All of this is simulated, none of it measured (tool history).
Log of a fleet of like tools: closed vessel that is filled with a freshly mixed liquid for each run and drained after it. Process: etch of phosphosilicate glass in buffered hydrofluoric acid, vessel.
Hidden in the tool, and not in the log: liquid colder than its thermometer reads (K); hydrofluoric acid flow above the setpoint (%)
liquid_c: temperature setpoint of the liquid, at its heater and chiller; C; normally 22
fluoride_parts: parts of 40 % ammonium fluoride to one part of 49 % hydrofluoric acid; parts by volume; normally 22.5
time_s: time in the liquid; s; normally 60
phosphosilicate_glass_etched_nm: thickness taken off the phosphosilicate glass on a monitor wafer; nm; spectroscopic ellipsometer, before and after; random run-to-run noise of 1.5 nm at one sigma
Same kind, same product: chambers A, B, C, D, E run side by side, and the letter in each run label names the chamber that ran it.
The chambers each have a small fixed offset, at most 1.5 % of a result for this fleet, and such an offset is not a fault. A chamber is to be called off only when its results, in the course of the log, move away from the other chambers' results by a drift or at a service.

run,hour,liquid_c,fluoride_parts,time_s,hours since the thermometer was replaced,hours since the hydrofluoric acid flow meter was replaced,"read-back film thickness of the phosphosilicate glass reference wafer, read on the same gauge (nm)",phosphosilicate_glass_etched_nm
1B,9.1,22,22.5,60,472.4,94.7,129.98,165.79
2A,17,22,22.5,60,1088.6,1491,130.01,162.46
3C,26.1,22,22.5,60,1804.4,355.2,129.98,164.11
4E,33.4,22,22.5,60,129.9,549.4,129.99,165.03
5D,42.8,22,22.5,60,300.7,358.8,130.03,164.8
6A,53.5,22,22.5,60,1125.1,1527.5,129.99,159.3
7B,62.3,22,22.5,60,525.6,147.9,129.98,167.45
8E,67.2,22,22.5,60,163.7,583.2,130,163.24
9D,76.2,22,22.5,60,334.1,392.2,130,165.96
# hour 77.8: chamber E: hydrofluoric acid flow meter replaced
10C,81.1,19.5,22.5,75,1859.4,410.2,130.03,176.54
11C,90,19.5,22.5,75,1868.3,419.1,129.98,174.13
12B,96.3,19.5,22.5,75,559.6,181.9,130.01,177.15
13D,103.8,19.5,22.5,75,361.7,419.8,129.97,178.17
14E,110,19.5,22.5,75,206.5,32.3,130.04,178.23
15A,115.1,22,22.5,60,1186.7,1589.1,130.03,154.89
16B,125.8,22,22.5,60,589.1,211.4,130.03,163.06
# hour 130.9: chamber B: thermometer replaced
17E,133.8,22,22.5,60,230.3,56.1,130.02,162.3
18C,141.3,22,22.5,60,1919.6,470.4,129.96,163.02
19A,152.4,22,22.5,60,1224,1626.4,130.01,152.16
# hour 158.3: chamber A: hydrofluoric acid flow meter replaced
20D,160.2,22,22.5,60,418.1,476.2,130,165.81
21D,168.5,22,22.5,60,426.4,484.5,129.97,164.84
22E,178.3,22,22.5,60,274.8,100.6,130,162.4
23A,186.6,22,22.5,60,1258.2,28.3,130.02,150.17
24C,196.9,22,22.5,60,1975.2,526,130.01,164.35
25B,201.9,22,22.5,60,71,287.5,129.99,167.64
26C,206.9,22,22.5,60,1985.2,536,129.99,164.74
27E,214.3,22,22.5,60,310.8,136.6,129.99,162.4
28D,222.6,22,22.5,60,480.5,538.6,130.03,165.83
29A,233.4,22,22.5,40,1305,75.1,130.01,98.49
30B,238.3,22,22.5,40,107.4,323.9,130.03,109.63

Next, all 5 chambers run the settings below, one line each with question marks for the results. What does each chamber give?
31A,246.2,22,22.5,60,,,,?
31B,246.2,22,22.5,60,,,,?
31C,246.2,22,22.5,60,,,,?
31D,246.2,22,22.5,60,,,,?
31E,246.2,22,22.5,60,,,,?

run,phosphosilicate_glass_etched_nm
31A,148
31B,161.92
31C,164.59
31D,163.05
31E,161.93
